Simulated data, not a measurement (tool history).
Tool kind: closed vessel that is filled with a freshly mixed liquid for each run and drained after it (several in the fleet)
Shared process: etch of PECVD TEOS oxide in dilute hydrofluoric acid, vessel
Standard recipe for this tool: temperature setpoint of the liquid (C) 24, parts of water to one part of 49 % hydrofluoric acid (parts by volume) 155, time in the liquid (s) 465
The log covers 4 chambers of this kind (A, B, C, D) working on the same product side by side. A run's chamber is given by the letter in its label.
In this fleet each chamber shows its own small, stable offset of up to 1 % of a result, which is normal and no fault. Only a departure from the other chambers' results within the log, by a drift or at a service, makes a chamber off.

| run | hour | temperature setpoint of the liquid (C) | parts of water to one part of 49 % hydrofluoric acid (parts by volume) | time in the liquid (s) | read-back film thickness of the PECVD TEOS oxide reference wafer, read on the same gauge (nm) | thickness taken off the PECVD TEOS oxide on a monitor wafer (Å) |
|---|---|---|---|---|---|---|
| 1C | 9.4 | 24 | 155 | 465 | 99.989 | 442.65 |
| 2A | 17.4 | 24 | 155 | 465 | 100 | 443.14 |
|  | 23.2 | chamber D: thermometer replaced |
| 3D | 28.8 | 24 | 155 | 465 | 100.01 | 450.21 |
| 4B | 36.5 | 24 | 155 | 465 | 100.02 | 440.84 |
| 5D | 46 | 24 | 155 | 465 | 99.988 | 444.7 |
| 6A | 52.5 | 24 | 155 | 465 | 100 | 445.11 |
| 7B | 60.3 | 24 | 155 | 465 | 99.998 | 444.08 |
| 8C | 65.8 | 24 | 155 | 465 | 100 | 453.77 |
| 9D | 78 | 24 | 155 | 465 | 99.98 | 453.7 |
| 10A | 84.4 | 24 | 155 | 465 | 100 | 440.39 |
| 11C | 94.1 | 24 | 190 | 655 | 99.99 | 502.99 |
| 12B | 102 | 24 | 190 | 655 | 99.993 | 487.74 |
| 13B | 112.1 | 24 | 190 | 655 | 99.996 | 487.56 |
| 14A | 120.6 | 24 | 190 | 655 | 99.999 | 497.48 |
| 15C | 128.4 | 24 | 155 | 465 | 99.991 | 453.62 |
| 16D | 139.4 | 24 | 155 | 465 | 100 | 453.62 |
| 17A | 146.5 | 24 | 155 | 465 | 100 | 446.63 |
| 18B | 158.8 | 24 | 155 | 465 | 99.999 | 444.14 |
| 19C | 169.4 | 24 | 155 | 465 | 100.01 | 480.33 |
| 20D | 180.5 | 24 | 155 | 465 | 100 | 444.26 |
| 21C | 190.8 | 24 | 155 | 465 | 100.01 | 474.89 |
| 22A | 199.3 | 24 | 155 | 465 | 99.973 | 450.22 |
| 23B | 207 | 24 | 155 | 465 | 100 | 447.09 |
| 24D | 213.1 | 24 | 155 | 465 | 99.991 | 439.49 |
| 25C | 222.2 | 24 | 155 | 465 | 100.03 | 483.22 |
| 26D | 233.3 | 24 | 155 | 465 | 100.01 | 450.63 |
| 27B | 243.6 | 24 | 155 | 465 | 99.988 | 446.7 |
| 28A | 252.3 | 24 | 155 | 465 | 100.01 | 448.08 |
| 29D | 263.8 | 24 | 155 | 465 | 100 | 447.38 |
| 30A | 271.7 | 24 | 155 | 465 | 99.968 | 444.6 |

One chamber off, gauge drift, or nothing amiss beyond the chambers' own small offsets? If it is a chamber, which one, and what is the likeliest cause?

Little by little, chamber C moves away from the other chambers.
What lies behind it: hydrofluoric acid flow above the setpoint (%) = 10.6.

Chamber C could run next with any of the 4 candidate recipes listed below; each alters the usual settings, and their results appear as question marks. Which one brings its results back in line with what the other chambers deliver on the usual settings?
Allowed miss from the other chambers' usual-settings mean, per result, to count as in line: thickness taken off the PECVD TEOS oxide on a monitor wafer (Å) 15
| 31C-1 | 280.6 | 23 | 155 | 465 |  | ? |
| 31C-2 | 280.6 | 24 | 140 | 465 |  | ? |
| 31C-3 | 280.6 | 24 | 170 | 465 |  | ? |
| 31C-4 | 280.6 | 24 | 155 | 480 |  | ? |

Average result of the remaining chambers running the usual settings: thickness taken off the PECVD TEOS oxide on a monitor wafer (Å) 444.57
| run | thickness taken off the PECVD TEOS oxide on a monitor wafer (Å) |
|---|---|
| 31C-1 | 479.55 |
| 31C-2 | 561.36 |
| 31C-3 | 447.41 |
| 31C-4 | 514.77 |
The right change is 31C-3: it brings the chamber back within the allowed miss of the others.
